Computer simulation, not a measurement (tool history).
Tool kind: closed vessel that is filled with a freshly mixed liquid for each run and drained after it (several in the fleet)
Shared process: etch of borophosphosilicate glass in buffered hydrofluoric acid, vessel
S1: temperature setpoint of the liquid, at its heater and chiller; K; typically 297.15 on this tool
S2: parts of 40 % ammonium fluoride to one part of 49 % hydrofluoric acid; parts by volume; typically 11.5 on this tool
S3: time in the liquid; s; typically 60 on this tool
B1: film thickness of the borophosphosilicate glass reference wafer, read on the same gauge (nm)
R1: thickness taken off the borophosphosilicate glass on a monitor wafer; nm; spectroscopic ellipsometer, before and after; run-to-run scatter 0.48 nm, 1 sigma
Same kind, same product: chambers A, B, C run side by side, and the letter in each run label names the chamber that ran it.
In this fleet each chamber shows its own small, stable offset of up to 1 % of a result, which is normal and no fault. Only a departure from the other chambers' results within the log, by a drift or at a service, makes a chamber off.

run   hour      S1    S2  S3      B1      R1
 1B    6.2  297.15  11.5  60  89.993  65.382
 2C   11.3  297.15  11.5  60  90.015  65.423
 3A   18.1  297.15  11.5  60  89.985  64.846
 4A     24  297.15  11.5  60  89.986  65.002
 5B   33.1  299.15  11.5  85  89.952  102.84
 6C   42.3  299.15  11.5  85  90.006  102.98
 7A     47  299.15  11.5  85  89.944  101.26
 8C   52.6  297.15  11.5  60   90.01  65.639
 9B   58.9  297.15  11.5  60   89.97  65.706
10B   68.4  297.15  11.5  60  90.056  65.479
11A   73.9  292.65  11.5  85  90.025  73.108
12C     83  292.65  11.5  85   89.98  72.727
13A   91.4  292.65  11.5  85  90.017  73.394
14B    101  300.65  11.5  60  90.004  79.678
     104.3  -- chamber B: thermometer replaced
15C  110.2  300.65  11.5  60  89.989  78.256
16B  119.8  300.65  11.5  60  90.007  79.911
17C    128  297.15  11.5  60  89.979  65.349
18A  133.8  297.15  11.5  60   90.01  66.929
19C    142  297.15  11.5  60  90.008    66.2
20A  149.8  297.15  11.5  60  90.002  66.927
21B  154.4  297.15  11.5  75  90.027  82.436
22B  164.4  297.15  11.5  75  90.017  82.907
23A  171.9  297.15  11.5  75  90.022   83.51
24C  177.8  297.15  11.5  60  90.013  64.715
25B  182.7  297.15  11.5  60  89.953  66.106
26C  190.9  297.15  11.5  60  90.011  65.801
27A  200.2  297.15  11.5  60  90.012    67.8

Each of the 3 chambers runs these same settings next. Fill in every chamber's results:
28A  207.3  292.65  11.5  60       ?
28B  207.3  292.65  11.5  60       ?
28C  207.3  292.65  11.5  60       ?

run      R1
28A  54.473
28B  50.945
28C   51.33
